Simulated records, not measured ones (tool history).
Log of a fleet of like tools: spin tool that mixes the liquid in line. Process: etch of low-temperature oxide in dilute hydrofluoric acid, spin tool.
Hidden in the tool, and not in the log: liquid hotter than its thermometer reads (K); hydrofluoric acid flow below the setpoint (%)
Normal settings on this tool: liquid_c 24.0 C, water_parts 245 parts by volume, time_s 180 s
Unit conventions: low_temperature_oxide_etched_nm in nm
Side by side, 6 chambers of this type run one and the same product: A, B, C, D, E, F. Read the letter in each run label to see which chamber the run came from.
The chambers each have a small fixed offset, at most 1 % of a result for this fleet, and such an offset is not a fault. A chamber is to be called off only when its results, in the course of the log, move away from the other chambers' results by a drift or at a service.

run,hour,liquid_c,water_parts,time_s,hours since the thermometer was replaced,hours since the hydrofluoric acid flow meter was replaced,"read-back film thickness of the low-temperature oxide reference wafer, read on the same gauge (nm)",low_temperature_oxide_etched_nm
1C,14.4,24.0,245,180,100.4,1431.6,140.00,13.372
2D,23.5,24.0,245,180,2232.3,314.2,140.04,13.203
3B,32.5,24.0,245,180,254.7,1539.6,140.00,13.247
4E,47.4,24.0,245,180,490.1,246.4,140.03,13.208
5F,56.0,24.0,245,180,417.4,150.6,140.01,13.263
6A,69.0,24.0,245,180,623.8,968.0,139.99,13.362
7C,75.7,24.0,245,180,161.7,1492.9,139.99,13.435
8D,83.6,24.0,245,180,2292.4,374.3,140.05,13.355
9E,93.4,24.0,245,180,536.1,292.4,139.92,13.356
# hour 101.5: chamber B: hydrofluoric acid flow meter replaced
10B,108.5,28.0,245,180,330.7,7.1,140.04,15.289
11A,123.6,28.0,245,180,678.4,1022.6,139.99,15.341
12F,136.1,28.0,245,180,497.5,230.7,139.96,15.097
13B,147.0,28.0,245,180,369.2,45.6,140.04,15.398
14E,156.5,28.0,245,180,599.2,355.5,140.02,15.254
15D,167.3,28.0,245,180,2376.1,458.0,139.98,15.144
16A,179.3,24.0,245,180,734.1,1078.3,140.06,13.369
17C,193.4,24.0,245,180,279.4,1610.6,139.99,13.413
18F,204.0,24.0,245,180,565.4,298.6,140.02,13.232
19A,214.0,24.0,245,180,768.8,1113.0,140.04,13.295
20F,229.3,24.0,245,180,590.7,323.9,139.98,13.235
21D,242.1,24.0,245,180,2450.9,532.8,139.95,12.991
22B,250.0,24.0,245,180,472.2,148.6,140.04,13.191
23C,258.4,24.0,245,180,344.4,1675.6,139.98,13.372
24E,268.3,22.0,245,180,711.0,467.3,140.02,12.373
# hour 271.2: chamber D: thermometer replaced
25C,275.7,22.0,245,180,361.7,1692.9,140.00,12.459
26E,286.6,22.0,245,180,729.3,485.6,140.04,12.363
27A,297.5,22.0,245,180,852.3,1196.5,140.02,12.277
28D,310.4,22.0,245,180,39.2,601.1,139.97,12.075
29F,318.5,22.0,245,180,679.9,413.1,140.01,12.255
30B,325.4,24.0,245,180,547.6,224.0,140.02,13.308
31C,338.6,24.0,245,180,424.6,1755.8,139.98,13.345
32F,350.5,24.0,245,180,711.9,445.1,139.99,13.160
33D,358.5,24.0,245,180,87.3,649.2,140.02,12.875
34E,373.5,24.0,245,180,816.2,572.5,140.00,13.241
35A,384.9,24.0,245,180,939.7,1283.9,140.01,13.328
36B,399.1,24.0,245,180,621.3,297.7,139.99,13.294
37A,410.8,24.0,245,180,965.6,1309.8,139.96,13.347

Which is it: a chamber that has drifted or been left off by a service, a gauge drift common to all chambers, or only each chamber's usual small offset? If a chamber is off, name it and its likeliest cause.

One chamber, D, drifts off from the rest bit by bit.
Most likely cause: hydrofluoric acid flow below the setpoint (%) = 3.01.

Chamber D could run next with any of the 4 candidate recipes listed below; each alters the usual settings, and their results appear as question marks. Which one brings its results back in line with what the other chambers deliver on the usual settings?
Allowed miss from the other chambers' usual-settings mean, per result, to count as in line: low_temperature_oxide_etched_nm 0.170 nm
38D-1,421.8,25.0,245,180,,,,?
38D-2,421.8,24.0,245,195,,,,?
38D-3,421.8,23.0,245,180,,,,?
38D-4,421.8,24.0,245,165,,,,?

Average result of the remaining chambers running the usual settings: low_temperature_oxide_etched_nm 13.288 nm
run,low_temperature_oxide_etched_nm
38D-1,13.265
38D-2,13.874
38D-3,12.363
38D-4,11.739
The answer is 38D-1, which returns the chamber to within the allowed miss of the others.

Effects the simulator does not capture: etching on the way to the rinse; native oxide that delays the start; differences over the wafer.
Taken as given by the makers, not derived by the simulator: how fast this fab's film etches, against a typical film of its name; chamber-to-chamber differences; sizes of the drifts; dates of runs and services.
